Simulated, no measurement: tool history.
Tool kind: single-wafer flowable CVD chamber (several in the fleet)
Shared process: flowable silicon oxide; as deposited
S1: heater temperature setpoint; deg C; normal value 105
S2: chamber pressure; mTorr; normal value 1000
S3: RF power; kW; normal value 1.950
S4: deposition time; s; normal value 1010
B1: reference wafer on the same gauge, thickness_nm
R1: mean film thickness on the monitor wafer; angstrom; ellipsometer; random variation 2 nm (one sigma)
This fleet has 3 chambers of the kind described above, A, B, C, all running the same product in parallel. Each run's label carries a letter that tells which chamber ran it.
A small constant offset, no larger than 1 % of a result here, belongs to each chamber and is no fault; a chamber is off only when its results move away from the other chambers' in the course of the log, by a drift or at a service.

Run 1C, hour 3.2: usual settings; B1 596.10. Result: R1 6793.7 angstrom.
Run 2A, hour 5.7: usual settings; B1 595.81. Result: R1 6746.6 angstrom.
Run 3B, hour 7.9: usual settings; B1 595.86. Result: R1 6793.8 angstrom.
Run 4A, hour 12.5: usual settings; B1 595.93. Result: R1 6785.7 angstrom.
Run 5C, hour 16.7: usual settings; B1 596.50. Result: R1 6760.6 angstrom.
Run 6B, hour 20.2: usual settings; B1 596.22. Result: R1 6820.5 angstrom.
Run 7B, hour 24.6: usual settings; B1 595.80. Result: R1 6796.1 angstrom.
Run 8A, hour 29.2: usual settings; B1 596.19. Result: R1 6842.8 angstrom.
Run 9C, hour 31.4: usual settings; B1 596.15. Result: R1 6815.5 angstrom.
Run 10B, hour 36.2: usual settings; B1 595.98. Result: R1 6844.2 angstrom.
Run 11A, hour 40.9: usual settings; B1 596.09. Result: R1 6833.0 angstrom.
Run 12C, hour 44.6: usual settings; B1 596.05. Result: R1 6815.6 angstrom.
Run 13A, hour 47.6: usual settings; B1 596.11. Result: R1 6812.9 angstrom.
Run 14C, hour 51.1: usual settings; B1 595.52. Result: R1 6797.8 angstrom.
Run 15B, hour 54.0: usual settings; B1 596.14. Result: R1 6807.5 angstrom.
Run 16A, hour 58.7: usual settings; B1 595.78. Result: R1 6823.3 angstrom.
Run 17C, hour 60.9: usual settings; B1 596.14. Result: R1 6834.7 angstrom.
Run 18B, hour 63.4: usual settings but S4 1190 s; B1 596.07. Result: R1 8020.1 angstrom.
Run 19A, hour 67.9: usual settings but S4 1190 s; B1 595.92. Result: R1 8014.4 angstrom.
Run 20B, hour 72.0: usual settings but S4 1190 s; B1 595.74. Result: R1 8006.7 angstrom.
Run 21C, hour 75.8: usual settings but S2 900 mTorr, S4 910 s; B1 596.01. Result: R1 5473.1 angstrom.
Run 22C, hour 80.5: usual settings but S2 900 mTorr, S4 910 s; B1 595.72. Result: R1 5467.5 angstrom.
Run 23B, hour 85.2: usual settings but S2 900 mTorr, S4 910 s; B1 595.33. Result: R1 5365.0 angstrom.
Run 24A, hour 88.6: usual settings; B1 596.27. Result: R1 6819.2 angstrom.
Run 25C, hour 91.3: usual settings but S4 1160 s; B1 595.64. Result: R1 7828.9 angstrom.
Run 26A, hour 94.8: usual settings but S4 1160 s; B1 595.80. Result: R1 7854.5 angstrom.
Run 27B, hour 98.6: usual settings but S4 1160 s; B1 595.86. Result: R1 7848.7 angstrom.
Run 28A, hour 103.3: usual settings; B1 595.80. Result: R1 6782.8 angstrom.
Run 29B, hour 107.6: usual settings but S4 1170 s; B1 596.17. Result: R1 7891.3 angstrom.
Run 30C, hour 111.2: usual settings but S4 1170 s; B1 596.07. Result: R1 8000.8 angstrom.
Run 31B, hour 114.2: usual settings but S4 1170 s; B1 595.97. Result: R1 7863.5 angstrom.
Run 32C, hour 118.5: usual settings but S3 1.625 kW, S4 900 s; B1 595.96. Result: R1 5874.3 angstrom.
Run 33A, hour 120.6: usual settings but S3 1.625 kW, S4 900 s; B1 596.04. Result: R1 5786.7 angstrom.
Run 34C, hour 123.4: usual settings but S3 1.625 kW, S4 900 s; B1 596.32. Result: R1 5896.1 angstrom.
Run 35B, hour 127.7: usual settings; B1 595.69. Result: R1 6786.9 angstrom.
Run 36A, hour 130.9: usual settings; B1 595.92. Result: R1 6783.2 angstrom.
Run 37B, hour 135.6: usual settings; B1 596.67. Result: R1 6801.7 angstrom.
Run 38A, hour 139.3: usual settings; B1 596.00. Result: R1 6789.0 angstrom.
Run 39C, hour 143.8: usual settings; B1 595.71. Result: R1 6934.1 angstrom.
Run 40B, hour 148.2: usual settings; B1 596.23. Result: R1 6811.0 angstrom.

Is one chamber out of step, is the gauge drifting, or do the chambers differ by no more than their own small offsets? For an off chamber, give its letter and the likeliest cause.

It is chamber C that slowly wanders off from its peers.
Most likely cause: wafer temperature below the value expected at the setpoint (K) = 0.818.
The log may not tell that from: true pressure above the setpoint (%).

Which of the 4 candidates below, each the usual settings with something changed and its results left as question marks, puts chamber C back in line with what the other chambers give on the usual settings?
Maximum distance from the other chambers' mean on the usual settings for a result to count as in line: R1 71.0 angstrom
Run 41C-1, hour 151.7: usual settings but S1 106 deg C, S2 990 mTorr. Result: R1 ?.
Run 41C-2, hour 151.7: usual settings but S2 1010 mTorr, S4 1020 s. Result: R1 ?.
Run 41C-3, hour 151.7: usual settings but S3 1.940 kW, S4 990 s. Result: R1 ?.
Run 41C-4, hour 151.7: usual settings but S4 1060 s. Result: R1 ?.

Other chambers, usual settings, mean: R1 6803.1 angstrom
  run      R1
41C-1  6641.6
41C-2  7100.3
41C-3  6803.1
41C-4  7292.4
41C-3 brings the chamber back in line.
